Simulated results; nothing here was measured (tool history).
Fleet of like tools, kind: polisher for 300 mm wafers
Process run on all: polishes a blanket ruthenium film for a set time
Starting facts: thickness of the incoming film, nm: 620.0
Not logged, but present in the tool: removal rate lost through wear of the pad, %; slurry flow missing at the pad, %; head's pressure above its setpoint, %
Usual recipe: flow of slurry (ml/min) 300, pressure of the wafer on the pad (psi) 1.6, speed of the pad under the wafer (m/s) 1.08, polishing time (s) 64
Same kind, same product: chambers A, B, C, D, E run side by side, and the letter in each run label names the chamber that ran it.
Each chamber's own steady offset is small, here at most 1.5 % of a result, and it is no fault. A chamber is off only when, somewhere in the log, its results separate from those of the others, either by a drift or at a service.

| run | hour | flow of slurry (ml/min) | pressure of the wafer on the pad (psi) | speed of the pad under the wafer (m/s) | polishing time (s) | wafers polished on this pad | hours since the slurry nozzle was cleaned | hours since the head pressure was calibrated | film removed (nm) |
|---|---|---|---|---|---|---|---|---|---|
| 1E | 7.9 | 300 | 1.6 | 1.08 | 64 | 487 | 230.8 | 188.9 | 54.28 |
| 2C | 14.7 | 300 | 1.6 | 1.08 | 64 | 520 | 192 | 735.7 | 52.98 |
| 3D | 19.9 | 300 | 1.6 | 1.08 | 64 | 728 | 159.7 | 310.6 | 53.837 |
| 4B | 24.2 | 300 | 1.6 | 1.08 | 64 | 863 | 185.1 | 765.8 | 53.89 |
|  | 29.9 | chamber C: worn pad replaced by a new one |
| 5A | 30.2 | 300 | 1.6 | 1.08 | 64 | 915 | 471.3 | 378.8 | 54.345 |
| 6A | 35.6 | 300 | 1.6 | 1.08 | 64 | 984 | 476.7 | 384.2 | 54.468 |
|  | 36.6 | chamber E: worn pad replaced by a new one |
| 7B | 42.9 | 230 | 1.6 | 1.08 | 83 | 1100 | 203.8 | 784.5 | 66.869 |
| 8C | 51.1 | 230 | 1.6 | 1.08 | 83 | 270 | 228.4 | 772.1 | 67.066 |
|  | 53.1 | chamber B: worn pad replaced by a new one |
| 9D | 59 | 230 | 1.6 | 1.08 | 83 | 1224 | 198.8 | 349.7 | 68.948 |
| 10E | 66.3 | 230 | 1.6 | 1.08 | 83 | 378 | 289.2 | 247.3 | 69.95 |
| 11A | 72.1 | 230 | 1.6 | 1.08 | 83 | 1447 | 513.2 | 420.7 | 68.796 |
|  | 72.5 | chamber A: worn pad replaced by a new one |
| 12D | 79.8 | 300 | 1.6 | 1.08 | 64 | 1488 | 219.6 | 370.5 | 52.707 |
| 13B | 86.8 | 300 | 1.6 | 1.08 | 64 | 428 | 247.7 | 828.4 | 53.26 |
|  | 91.1 | chamber C: worn pad replaced by a new one |
| 14C | 93.2 | 300 | 1.6 | 1.08 | 64 | 27 | 270.5 | 814.2 | 54.507 |
| 15E | 98.1 | 355 | 1 | 1.08 | 64 | 782 | 321 | 279.1 | 34.024 |
| 16C | 103.3 | 355 | 1 | 1.08 | 64 | 155 | 280.6 | 824.3 | 34.39 |
| 17E | 111.4 | 355 | 1 | 1.08 | 64 | 951 | 334.3 | 292.4 | 34.377 |
|  | 113.2 | chamber E: worn pad replaced by a new one |
| 18D | 119.5 | 355 | 1 | 1.08 | 64 | 1993 | 259.3 | 410.2 | 33.53 |
| 19B | 126.9 | 355 | 1 | 1.08 | 64 | 937 | 287.8 | 868.5 | 33.772 |
| 20A | 132.7 | 300 | 1.6 | 1.08 | 64 | 764 | 573.8 | 481.3 | 54.55 |
|  | 138.9 | chamber E: head pressure recalibrated |
| 21B | 139.1 | 300 | 1.6 | 1.08 | 64 | 1092 | 300 | 880.7 | 54.721 |
| 22A | 144 | 300 | 1.6 | 1.08 | 64 | 908 | 585.1 | 492.6 | 55.049 |
|  | 144.7 | chamber B: worn pad replaced by a new one |
| 23D | 151 | 300 | 1.6 | 1.08 | 64 | 2393 | 290.8 | 441.7 | 50.326 |
|  | 153.6 | chamber C: worn pad replaced by a new one |
| 24C | 156.6 | 300 | 1.6 | 1.08 | 64 | 38 | 333.9 | 877.6 | 53.503 |
| 25E | 161.5 | 300 | 1.6 | 1.08 | 64 | 614 | 384.4 | 22.7 | 53.692 |
| 26E | 168.6 | 300 | 1.6 | 1.08 | 64 | 704 | 391.5 | 29.8 | 54.67 |
|  | 170 | chamber A: worn pad replaced by a new one |
| 27B | 174.2 | 300 | 1.6 | 1.08 | 51 | 375 | 335.1 | 915.8 | 42.867 |
| 28D | 181.4 | 300 | 1.6 | 1.08 | 51 | 2779 | 321.2 | 472.1 | 39.919 |
| 29A | 185.8 | 300 | 1.6 | 1.08 | 51 | 201 | 626.9 | 534.4 | 44.013 |
|  | 189.6 | chamber C: head pressure recalibrated |
| 30C | 192.3 | 300 | 1.6 | 1.08 | 51 | 492 | 369.6 | 2.8 | 43.395 |

One chamber off, gauge drift, or nothing amiss beyond the chambers' own small offsets? If it is a chamber, which one, and what is the likeliest cause?

Little by little, chamber D moves away from the other chambers.
Cause: removal rate lost through wear of the pad, % = 10.7.
The log might look much the same if the cause were instead: head's pressure below its setpoint, %.

Which of the 4 candidates below, each the usual settings with something changed and its results left as question marks, puts chamber D back in line with what the other chambers give on the usual settings?
In line here means within this much of the mean the other chambers give on the usual settings: film removed (nm) 2.5
| 31D-1 | 198.5 | 300 | 1.5 | 1.08 | 61 |  |  |  | ? |
| 31D-2 | 198.5 | 305 | 1.6 | 1.08 | 76 |  |  |  | ? |
| 31D-3 | 198.5 | 300 | 1.8 | 1.08 | 64 |  |  |  | ? |
| 31D-4 | 198.5 | 300 | 1.6 | 0.88 | 64 |  |  |  | ? |

The other chambers' mean on the usual settings: film removed (nm) 53.971
| run | film removed (nm) |
|---|---|
| 31D-1 | 43.324 |
| 31D-2 | 57.608 |
| 31D-3 | 54.4 |
| 31D-4 | 39.332 |
31D-3 brings the chamber back in line.
